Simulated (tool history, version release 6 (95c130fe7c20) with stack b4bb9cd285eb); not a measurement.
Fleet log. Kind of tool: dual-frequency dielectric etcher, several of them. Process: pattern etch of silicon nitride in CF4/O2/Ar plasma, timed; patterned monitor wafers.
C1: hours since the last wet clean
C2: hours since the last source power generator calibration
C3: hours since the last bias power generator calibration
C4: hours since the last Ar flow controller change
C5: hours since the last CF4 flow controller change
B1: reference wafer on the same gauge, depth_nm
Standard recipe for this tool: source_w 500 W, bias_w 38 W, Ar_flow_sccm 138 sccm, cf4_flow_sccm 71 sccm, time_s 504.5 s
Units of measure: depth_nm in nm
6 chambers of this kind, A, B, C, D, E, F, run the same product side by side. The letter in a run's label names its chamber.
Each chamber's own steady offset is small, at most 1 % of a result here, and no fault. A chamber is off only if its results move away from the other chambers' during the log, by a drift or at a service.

Run 1F, hour 3.2: usual settings; C1 126.3; C2 554.7; C3 3576.4; C4 3495.7; C5 158.7; B1 643.93. Result: depth_nm 784.49 nm.
Run 2C, hour 7.4: usual settings; C1 524.5; C2 5011.8; C3 4709.3; C4 912.5; C5 2435.7; B1 643.73. Result: depth_nm 781.25 nm.
Run 3B, hour 9.9: usual settings; C1 198.6; C2 1008.6; C3 2488.5; C4 1226.8; C5 3054.0; B1 643.88. Result: depth_nm 777.31 nm.
Run 4A, hour 14.9: usual settings; C1 109.1; C2 1693.1; C3 2020.7; C4 2977.0; C5 3363.5; B1 643.74. Result: depth_nm 784.90 nm.
Run 5E, hour 18.1: usual settings; C1 315.8; C2 22.2; C3 2610.6; C4 1941.1; C5 1351.8; B1 643.36. Result: depth_nm 782.66 nm.
Run 6D, hour 21.5: usual settings; C1 218.7; C2 2414.4; C3 1492.7; C4 2010.9; C5 1226.7; B1 643.43. Result: depth_nm 783.05 nm.
Run 7F, hour 26.5: usual settings but cf4_flow_sccm 79 sccm; C1 149.6; C2 578.0; C3 3599.7; C4 3519.0; C5 182.0; B1 643.43. Result: depth_nm 799.13 nm.
Run 8A, hour 29.8: usual settings but cf4_flow_sccm 79 sccm; C1 124.0; C2 1708.0; C3 2035.6; C4 2991.9; C5 3378.4; B1 643.48. Result: depth_nm 799.32 nm.
Run 9C, hour 35.2: usual settings but cf4_flow_sccm 79 sccm; C1 552.3; C2 5039.6; C3 4737.1; C4 940.3; C5 2463.5; B1 643.10. Result: depth_nm 793.50 nm.
Run 10D, hour 40.8: usual settings but cf4_flow_sccm 79 sccm; C1 238.0; C2 2433.7; C3 1512.0; C4 2030.2; C5 1246.0; B1 643.29. Result: depth_nm 794.47 nm.
At hour 44.0: chamber C: wet clean of the chamber.
Run 11B, hour 45.4: usual settings but cf4_flow_sccm 79 sccm; C1 234.1; C2 1044.1; C3 2524.0; C4 1262.3; C5 3089.5; B1 642.75. Result: depth_nm 787.98 nm.
Run 12E, hour 47.9: usual settings but cf4_flow_sccm 79 sccm; C1 345.6; C2 52.0; C3 2640.4; C4 1970.9; C5 1381.6; B1 642.83. Result: depth_nm 794.47 nm.
Run 13A, hour 50.8: usual settings; C1 145.0; C2 1729.0; C3 2056.6; C4 3012.9; C5 3399.4; B1 642.91. Result: depth_nm 785.24 nm.
At hour 55.0: chamber A: source power generator calibrated.
Run 14F, hour 55.7: usual settings; C1 178.8; C2 607.2; C3 3628.9; C4 3548.2; C5 211.2; B1 642.79. Result: depth_nm 782.96 nm.
Run 15C, hour 58.5: usual settings; C1 14.5; C2 5062.9; C3 4760.4; C4 963.6; C5 2486.8; B1 642.62. Result: depth_nm 778.90 nm.
Run 16B, hour 62.0: usual settings; C1 250.7; C2 1060.7; C3 2540.6; C4 1278.9; C5 3106.1; B1 642.76. Result: depth_nm 778.12 nm.
Run 17D, hour 65.8: usual settings; C1 263.0; C2 2458.7; C3 1537.0; C4 2055.2; C5 1271.0; B1 642.34. Result: depth_nm 780.65 nm.
Run 18E, hour 70.3: usual settings; C1 368.0; C2 74.4; C3 2662.8; C4 1993.3; C5 1404.0; B1 642.49. Result: depth_nm 780.89 nm.
Run 19F, hour 74.4: usual settings; C1 197.5; C2 625.9; C3 3647.6; C4 3566.9; C5 229.9; B1 642.16. Result: depth_nm 783.02 nm.
Run 20A, hour 76.9: usual settings; C1 171.1; C2 21.9; C3 2082.7; C4 3039.0; C5 3425.5; B1 642.29. Result: depth_nm 783.79 nm.
Run 21D, hour 80.5: usual settings; C1 277.7; C2 2473.4; C3 1551.7; C4 2069.9; C5 1285.7; B1 642.12. Result: depth_nm 781.70 nm.
At hour 84.4: chamber E: wet clean of the chamber.
Run 22E, hour 85.1: usual settings; C1 0.7; C2 89.2; C3 2677.6; C4 2008.1; C5 1418.8; B1 641.98. Result: depth_nm 779.91 nm.
Run 23C, hour 88.0: usual settings; C1 44.0; C2 5092.4; C3 4789.9; C4 993.1; C5 2516.3; B1 642.07. Result: depth_nm 778.83 nm.
Run 24B, hour 91.3: usual settings but bias_w 30 W; C1 280.0; C2 1090.0; C3 2569.9; C4 1308.2; C5 3135.4; B1 641.95. Result: depth_nm 710.00 nm.
Run 25D, hour 96.0: usual settings but bias_w 30 W; C1 293.2; C2 2488.9; C3 1567.2; C4 2085.4; C5 1301.2; B1 641.74. Result: depth_nm 711.30 nm.
Run 26F, hour 100.1: usual settings but bias_w 30 W; C1 223.2; C2 651.6; C3 3673.3; C4 3592.6; C5 255.6; B1 642.01. Result: depth_nm 714.98 nm.
Run 27A, hour 104.5: usual settings but bias_w 30 W; C1 198.7; C2 49.5; C3 2110.3; C4 3066.6; C5 3453.1; B1 641.86. Result: depth_nm 715.30 nm.
Run 28E, hour 109.9: usual settings but bias_w 30 W; C1 25.5; C2 114.0; C3 2702.4; C4 2032.9; C5 1443.6; B1 641.62. Result: depth_nm 711.93 nm.
At hour 113.6: chamber C: source power generator calibrated.
Run 29B, hour 113.6: usual settings but bias_w 30 W; C1 302.3; C2 1112.3; C3 2592.2; C4 1330.5; C5 3157.7; B1 641.51. Result: depth_nm 710.12 nm.
Run 30C, hour 117.1: usual settings; C1 73.1; C2 3.6; C3 4819.0; C4 1022.2; C5 2545.4; B1 641.44. Result: depth_nm 778.47 nm.
Run 31F, hour 121.2: usual settings; C1 244.3; C2 672.7; C3 3694.4; C4 3613.7; C5 276.7; B1 641.57. Result: depth_nm 782.73 nm.
Run 32D, hour 126.0: usual settings; C1 323.2; C2 2518.9; C3 1597.2; C4 2115.4; C5 1331.2; B1 641.38. Result: depth_nm 778.38 nm.
Run 33A, hour 128.8: usual settings; C1 223.0; C2 73.8; C3 2134.6; C4 3090.9; C5 3477.4; B1 641.43. Result: depth_nm 783.59 nm.
Run 34B, hour 131.3: usual settings; C1 320.0; C2 1130.0; C3 2609.9; C4 1348.2; C5 3175.4; B1 641.08. Result: depth_nm 776.32 nm.
Run 35C, hour 134.6: usual settings; C1 90.6; C2 21.1; C3 4836.5; C4 1039.7; C5 2562.9; B1 641.09. Result: depth_nm 778.07 nm.
Run 36E, hour 137.6: usual settings; C1 53.2; C2 141.7; C3 2730.1; C4 2060.6; C5 1471.3; B1 641.02. Result: depth_nm 778.15 nm.
Run 37B, hour 143.3: usual settings but source_w 590 W, cf4_flow_sccm 56 sccm; C1 332.0; C2 1142.0; C3 2621.9; C4 1360.2; C5 3187.4; B1 640.91. Result: depth_nm 857.90 nm.
Run 38D, hour 148.8: usual settings but source_w 590 W, cf4_flow_sccm 56 sccm; C1 346.0; C2 2541.7; C3 1620.0; C4 2138.2; C5 1354.0; B1 640.88. Result: depth_nm 861.11 nm.
Run 39C, hour 153.9: usual settings but source_w 590 W, cf4_flow_sccm 56 sccm; C1 109.9; C2 40.4; C3 4855.8; C4 1059.0; C5 2582.2; B1 640.65. Result: depth_nm 863.53 nm.

Next, every chamber runs the same settings. What will each give?
Run 40A, hour 157.9: usual settings but bias_w 33 W. Result: depth_nm ?.
Run 40B, hour 157.9: usual settings but bias_w 33 W. Result: depth_nm ?.
Run 40C, hour 157.9: usual settings but bias_w 33 W. Result: depth_nm ?.
Run 40D, hour 157.9: usual settings but bias_w 33 W. Result: depth_nm ?.
Run 40E, hour 157.9: usual settings but bias_w 33 W. Result: depth_nm ?.
Run 40F, hour 157.9: usual settings but bias_w 33 W. Result: depth_nm ?.

run  depth_nm
40A    740.69
40B    734.24
40C    738.29
40D    735.68
40E    736.70
40F    739.59
